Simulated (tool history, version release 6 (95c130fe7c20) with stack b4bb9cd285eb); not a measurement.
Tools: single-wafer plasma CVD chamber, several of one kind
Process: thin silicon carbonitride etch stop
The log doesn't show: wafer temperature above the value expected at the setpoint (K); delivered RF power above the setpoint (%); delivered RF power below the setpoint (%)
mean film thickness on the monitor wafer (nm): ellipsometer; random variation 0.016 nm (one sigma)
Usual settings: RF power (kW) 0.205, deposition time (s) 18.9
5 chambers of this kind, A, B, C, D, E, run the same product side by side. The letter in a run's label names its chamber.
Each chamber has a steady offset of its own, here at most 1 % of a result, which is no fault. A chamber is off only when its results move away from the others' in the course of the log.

| run | hour | RF power (kW) | deposition time (s) | hours since the last thermocouple change | hours since the last RF generator calibration | read-back reference wafer on the same gauge, thickness_nm | mean film thickness on the monitor wafer (nm) |
|---|---|---|---|---|---|---|---|
| 1D | 7.2 | 0.205 | 18.9 | 249.5 | 1736.7 | 10.5 | 10.811 |
|  | 7.7 | chamber E: RF generator calibrated |
| 2A | 15.6 | 0.205 | 18.9 | 403.8 | 1692.9 | 10.506 | 10.91 |
| 3B | 23.7 | 0.205 | 18.9 | 384.7 | 709.3 | 10.503 | 10.797 |
| 4E | 31.6 | 0.205 | 18.9 | 847.5 | 24 | 10.506 | 10.87 |
| 5C | 42.8 | 0.205 | 18.9 | 912.9 | 1095.2 | 10.507 | 10.947 |
| 6B | 53.5 | 0.205 | 18.9 | 414.5 | 739.1 | 10.514 | 10.812 |
| 7D | 59.2 | 0.205 | 18.9 | 301.5 | 1788.7 | 10.515 | 10.856 |
| 8E | 69.4 | 0.205 | 18.9 | 885.3 | 61.8 | 10.516 | 10.874 |
| 9A | 77.5 | 0.205 | 18.9 | 465.7 | 1754.8 | 10.518 | 10.9 |
| 10C | 84.5 | 0.205 | 18.9 | 954.6 | 1136.9 | 10.519 | 10.944 |
| 11E | 93.4 | 0.205 | 18.9 | 909.3 | 85.8 | 10.519 | 10.845 |
| 12C | 104.8 | 0.205 | 18.9 | 974.9 | 1157.2 | 10.525 | 10.965 |
| 13A | 112.2 | 0.205 | 18.9 | 500.4 | 1789.5 | 10.521 | 10.935 |
| 14B | 118.2 | 0.205 | 18.9 | 479.2 | 803.8 | 10.528 | 10.811 |
| 15D | 124.9 | 0.205 | 18.9 | 367.2 | 1854.4 | 10.528 | 10.89 |
| 16C | 135.7 | 0.205 | 18.9 | 1005.8 | 1188.1 | 10.527 | 11.008 |
| 17B | 145.3 | 0.205 | 18.9 | 506.3 | 830.9 | 10.53 | 10.841 |
| 18D | 154.5 | 0.205 | 18.9 | 396.8 | 1884 | 10.525 | 10.893 |
| 19E | 165.5 | 0.205 | 18.9 | 981.4 | 157.9 | 10.533 | 10.89 |
| 20A | 173 | 0.205 | 18.9 | 561.2 | 1850.3 | 10.533 | 10.922 |
| 21D | 179.6 | 0.205 | 18.9 | 421.9 | 1909.1 | 10.535 | 10.896 |
| 22E | 189.7 | 0.205 | 18.9 | 1005.6 | 182.1 | 10.54 | 10.911 |
| 23B | 199.2 | 0.205 | 18.9 | 560.2 | 884.8 | 10.538 | 10.835 |
| 24A | 210.1 | 0.205 | 18.9 | 598.3 | 1887.4 | 10.543 | 10.941 |
| 25C | 220.9 | 0.22 | 18.9 | 1091 | 1273.3 | 10.542 | 11.235 |
|  | 225.3 | chamber B: RF generator calibrated |
| 26E | 227.7 | 0.22 | 18.9 | 1043.6 | 220.1 | 10.546 | 11.161 |
| 27C | 237.6 | 0.22 | 18.9 | 1107.7 | 1290 | 10.549 | 11.223 |
| 28A | 245.5 | 0.22 | 18.9 | 633.7 | 1922.8 | 10.553 | 11.172 |
| 29D | 250.7 | 0.22 | 18.9 | 493 | 1980.2 | 10.553 | 11.112 |
| 30B | 257.6 | 0.22 | 17.4 | 618.6 | 32.3 | 10.554 | 10.217 |
| 31A | 268 | 0.22 | 17.4 | 656.2 | 1945.3 | 10.555 | 10.289 |
| 32D | 276.3 | 0.22 | 17.4 | 518.6 | 2005.8 | 10.558 | 10.245 |
| 33E | 281.9 | 0.22 | 17.4 | 1097.8 | 274.3 | 10.558 | 10.259 |
| 34B | 290.2 | 0.22 | 17.4 | 651.2 | 64.9 | 10.559 | 10.197 |
| 35C | 296.5 | 0.205 | 18.9 | 1166.6 | 1348.9 | 10.565 | 11.039 |

Next, every chamber runs the same settings. What will each give?
| 36A | 304.8 | 0.205 | 15.9 |  |  |  | ? |
| 36B | 304.8 | 0.205 | 15.9 |  |  |  | ? |
| 36C | 304.8 | 0.205 | 15.9 |  |  |  | ? |
| 36D | 304.8 | 0.205 | 15.9 |  |  |  | ? |
| 36E | 304.8 | 0.205 | 15.9 |  |  |  | ? |

| run | mean film thickness on the monitor wafer (nm) |
|---|---|
| 36A | 9.2257 |
| 36B | 9.1237 |
| 36C | 9.2701 |
| 36D | 9.1526 |
| 36E | 9.1802 |
